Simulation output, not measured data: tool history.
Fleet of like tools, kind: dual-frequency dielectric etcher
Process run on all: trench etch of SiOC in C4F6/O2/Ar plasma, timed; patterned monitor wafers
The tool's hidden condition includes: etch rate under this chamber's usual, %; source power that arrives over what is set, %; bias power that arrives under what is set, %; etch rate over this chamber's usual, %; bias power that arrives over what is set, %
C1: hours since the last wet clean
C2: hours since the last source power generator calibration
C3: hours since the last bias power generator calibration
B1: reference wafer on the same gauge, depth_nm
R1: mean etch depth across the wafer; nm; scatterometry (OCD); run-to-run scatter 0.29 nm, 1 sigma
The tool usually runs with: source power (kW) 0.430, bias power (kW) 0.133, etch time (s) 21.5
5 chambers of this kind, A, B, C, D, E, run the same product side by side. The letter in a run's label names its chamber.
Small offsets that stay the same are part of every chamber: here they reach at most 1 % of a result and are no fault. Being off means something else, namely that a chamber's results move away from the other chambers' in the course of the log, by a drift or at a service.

Run 1B, day 0.246: usual settings; C1 149.1; C2 2267.8; C3 82.8; B1 42.373. Result: R1 41.495 nm.
Run 2D, day 0.550: usual settings; C1 62.2; C2 1200.8; C3 437.1; B1 42.369. Result: R1 42.115 nm.
Run 3C, day 0.904: usual settings; C1 69.0; C2 745.8; C3 630.9; B1 42.328. Result: R1 41.670 nm.
Run 4E, day 1.133: usual settings; C1 502.1; C2 198.2; C3 2231.9; B1 42.296. Result: R1 41.748 nm.
Run 5A, day 1.500: usual settings; C1 242.6; C2 893.6; C3 2690.1; B1 42.307. Result: R1 41.396 nm.
Run 6A, day 1.754: usual settings; C1 248.7; C2 899.7; C3 2696.2; B1 42.279. Result: R1 41.550 nm.
Run 7C, day 1.958: usual settings; C1 94.3; C2 771.1; C3 656.2; B1 42.284. Result: R1 41.408 nm.
Run 8E, day 2.312: usual settings; C1 530.4; C2 226.5; C3 2260.2; B1 42.249. Result: R1 41.728 nm.
Run 9B, day 2.538: usual settings; C1 204.1; C2 2322.8; C3 137.8; B1 42.316. Result: R1 41.531 nm.
Run 10D, day 2.800: usual settings; C1 116.2; C2 1254.8; C3 491.1; B1 42.309. Result: R1 42.169 nm.
Run 11D, day 3.088: usual settings; C1 123.1; C2 1261.7; C3 498.0; B1 42.332. Result: R1 41.834 nm.
Run 12C, day 3.392: usual settings but bias power (kW) 0.107, etch time (s) 27.0; C1 128.7; C2 805.5; C3 690.6; B1 42.296. Result: R1 49.023 nm.
Run 13E, day 3.608: usual settings but bias power (kW) 0.107, etch time (s) 27.0; C1 561.5; C2 257.6; C3 2291.3; B1 42.293. Result: R1 49.440 nm.
At day 3.829: chamber A: wet clean of the chamber.
Run 14B, day 3.975: usual settings but bias power (kW) 0.107, etch time (s) 27.0; C1 238.6; C2 2357.3; C3 172.3; B1 42.288. Result: R1 49.172 nm.
At day 4.325: chamber E: wet clean of the chamber.
Run 15A, day 4.333: usual settings but bias power (kW) 0.107, etch time (s) 27.0; C1 12.2; C2 961.6; C3 2758.1; B1 42.335. Result: R1 47.690 nm.
Run 16D, day 4.517: usual settings but bias power (kW) 0.107, etch time (s) 27.0; C1 157.4; C2 1296.0; C3 532.3; B1 42.340. Result: R1 49.279 nm.
Run 17E, day 4.912: usual settings; C1 14.2; C2 288.9; C3 2322.6; B1 42.310. Result: R1 42.082 nm.
Run 18B, day 5.092: usual settings; C1 265.4; C2 2384.1; C3 199.1; B1 42.291. Result: R1 40.983 nm.
Run 19C, day 5.367: usual settings; C1 176.1; C2 852.9; C3 738.0; B1 42.236. Result: R1 41.848 nm.
Run 20A, day 5.754: usual settings; C1 46.3; C2 995.7; C3 2792.2; B1 42.339. Result: R1 40.090 nm.
Run 21E, day 6.125: usual settings; C1 43.3; C2 318.0; C3 2351.7; B1 42.294. Result: R1 41.539 nm.
Run 22A, day 6.329: usual settings; C1 60.1; C2 1009.5; C3 2806.0; B1 42.318. Result: R1 39.840 nm.
Run 23C, day 6.538: usual settings; C1 204.2; C2 881.0; C3 766.1; B1 42.299. Result: R1 41.218 nm.
Run 24B, day 6.800: usual settings; C1 306.4; C2 2425.1; C3 240.1; B1 42.287. Result: R1 41.309 nm.
Run 25D, day 7.004: usual settings; C1 217.1; C2 1355.7; C3 592.0; B1 42.317. Result: R1 42.237 nm.
Run 26C, day 7.333: usual settings; C1 223.3; C2 900.1; C3 785.2; B1 42.377. Result: R1 41.579 nm.
Run 27A, day 7.600: usual settings; C1 90.6; C2 1040.0; C3 2836.5; B1 42.365. Result: R1 40.061 nm.
Run 28E, day 7.875: usual settings; C1 85.3; C2 360.0; C3 2393.7; B1 42.288. Result: R1 41.809 nm.
Run 29B, day 8.100: usual settings but bias power (kW) 0.164, etch time (s) 16.5; C1 337.6; C2 2456.3; C3 271.3; B1 42.346. Result: R1 34.377 nm.
Run 30D, day 8.342: usual settings but bias power (kW) 0.164, etch time (s) 16.5; C1 249.2; C2 1387.8; C3 624.1; B1 42.256. Result: R1 34.353 nm.

For the next run the whole fleet of 5 chambers uses the same settings. Give each chamber's results:
Run 31A, day 8.629: usual settings. Result: R1 ?.
Run 31B, day 8.629: usual settings. Result: R1 ?.
Run 31C, day 8.629: usual settings. Result: R1 ?.
Run 31D, day 8.629: usual settings. Result: R1 ?.
Run 31E, day 8.629: usual settings. Result: R1 ?.

run      R1
31A  39.913
31B  41.350
31C  41.711
31D  42.313
31E  41.199

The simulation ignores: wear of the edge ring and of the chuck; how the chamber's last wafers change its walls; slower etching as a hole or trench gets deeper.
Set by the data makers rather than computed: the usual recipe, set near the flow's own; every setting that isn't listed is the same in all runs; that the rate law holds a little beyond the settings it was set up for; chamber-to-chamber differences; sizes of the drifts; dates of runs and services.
